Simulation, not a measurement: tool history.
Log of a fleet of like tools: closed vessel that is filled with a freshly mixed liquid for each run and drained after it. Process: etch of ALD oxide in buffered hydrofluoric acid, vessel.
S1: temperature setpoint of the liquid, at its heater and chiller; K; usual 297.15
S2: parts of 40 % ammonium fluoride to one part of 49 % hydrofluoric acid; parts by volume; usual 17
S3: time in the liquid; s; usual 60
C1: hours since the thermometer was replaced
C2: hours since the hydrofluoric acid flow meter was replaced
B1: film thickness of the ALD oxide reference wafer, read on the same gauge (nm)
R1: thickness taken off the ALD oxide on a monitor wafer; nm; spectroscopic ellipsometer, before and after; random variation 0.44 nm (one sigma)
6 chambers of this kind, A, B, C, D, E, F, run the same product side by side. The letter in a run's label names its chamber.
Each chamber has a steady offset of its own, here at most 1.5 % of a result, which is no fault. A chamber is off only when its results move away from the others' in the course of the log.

run   hour      S1  S2  S3      C1      C2      B1      R1
 1D    9.5  297.15  17  60  1910.4    37.3  69.982  94.034
 2C   17.8  297.15  17  60   527.6   448.9  70.012  95.012
 3A   23.2  297.15  17  60   395.2     476  69.988  94.231
 4B   31.1  297.15  17  60   129.7   356.6  70.008  95.526
 5E   35.5  297.15  17  60   357.5     689  69.983  94.283
 6F   42.7  294.65  17  30   396.4  1209.7  69.997  40.656
 7E   51.4  294.65  17  30   373.4   704.9  69.999  40.829
 8C   57.3  294.65  17  30   567.1   488.4  69.983  41.446
 9D   65.3  294.65  17  30  1966.2    93.1  69.996  41.218
10F   70.5  294.65  17  30   424.2  1237.5  70.007  41.557
11A   75.9  294.65  17  30   447.9   528.7  69.991  41.168
12B   83.6  297.15  17  50   182.2   409.1  69.969  79.316
13E   90.8  297.15  17  50   412.8   744.3   70.01  77.924
14A   96.7  297.15  17  50   468.7   549.5      70  78.164
15D  101.2  297.15  17  50  2002.1     129  69.978  78.446
16B  110.3  297.15  17  50   208.9   435.8  69.994    79.1
17F  120.2  297.15  17  50   473.9  1287.2  70.027  78.893
18C  125.1  297.15  17  60   634.9   556.2  70.009  95.709
19C  131.1  297.15  17  60   640.9   562.2  69.996  95.467
20F  139.9  297.15  17  60   493.6  1306.9  70.007  95.291
21D  145.8  297.15  17  60  2046.7   173.6  69.997  94.812
22A  153.5  297.15  17  60   525.5   606.3  70.002   93.89
23E    163  297.15  17  60     485   816.5      70  93.806
24B  171.1  297.15  17  60   269.7   496.6  70.004  94.495
25D  179.4  297.15  17  60  2080.3   207.2  69.991  95.589
26F  187.1  297.15  17  60   540.8  1354.1  70.027  94.989
27C    194  297.15  17  60   703.8   625.1  69.995  94.943
28A  198.6  297.15  17  60   570.6   651.4  70.017  93.907
29E  205.1  297.15  17  60   527.1   858.6  69.994  93.333
30B  213.9  297.15  17  35   312.5   539.4  70.011   55.91
     214.1  -- chamber F: thermometer replaced
31B  222.7  297.15  17  35   321.3   548.2  70.011  55.258
32D  227.8  297.15  17  35  2128.7   255.6  70.006  55.604
33A    233  297.15  17  35     605   685.8  70.006  54.762
34F  240.8  297.15  17  35    26.7  1407.8  70.021  55.141
35C  247.7  297.15  17  35   757.5   678.8  70.003  55.515
36E  257.6  297.15  17  60   579.6   911.1  69.994  93.963
37F  263.4  297.15  17  60    49.3  1430.4  70.005  93.996
       268  -- chamber C: hydrofluoric acid flow meter replaced
38E  272.5  297.15  17  60   594.5     926      70  94.226
39A  277.4  297.15  17  60   649.4   730.2      70  93.988
40C  284.6  297.15  17  60   794.4    16.6  70.008  95.653
     288.6  -- chamber D: thermometer replaced
41D  290.3  297.15  17  60     1.7   318.1  70.023  94.795

What goes on in this fleet: one chamber off, a drifting gauge, or nothing beyond the chambers' own small offsets? Name the chamber and the cause, if any.

No chamber stands off beyond its own small offset, and the gauge holds steady.
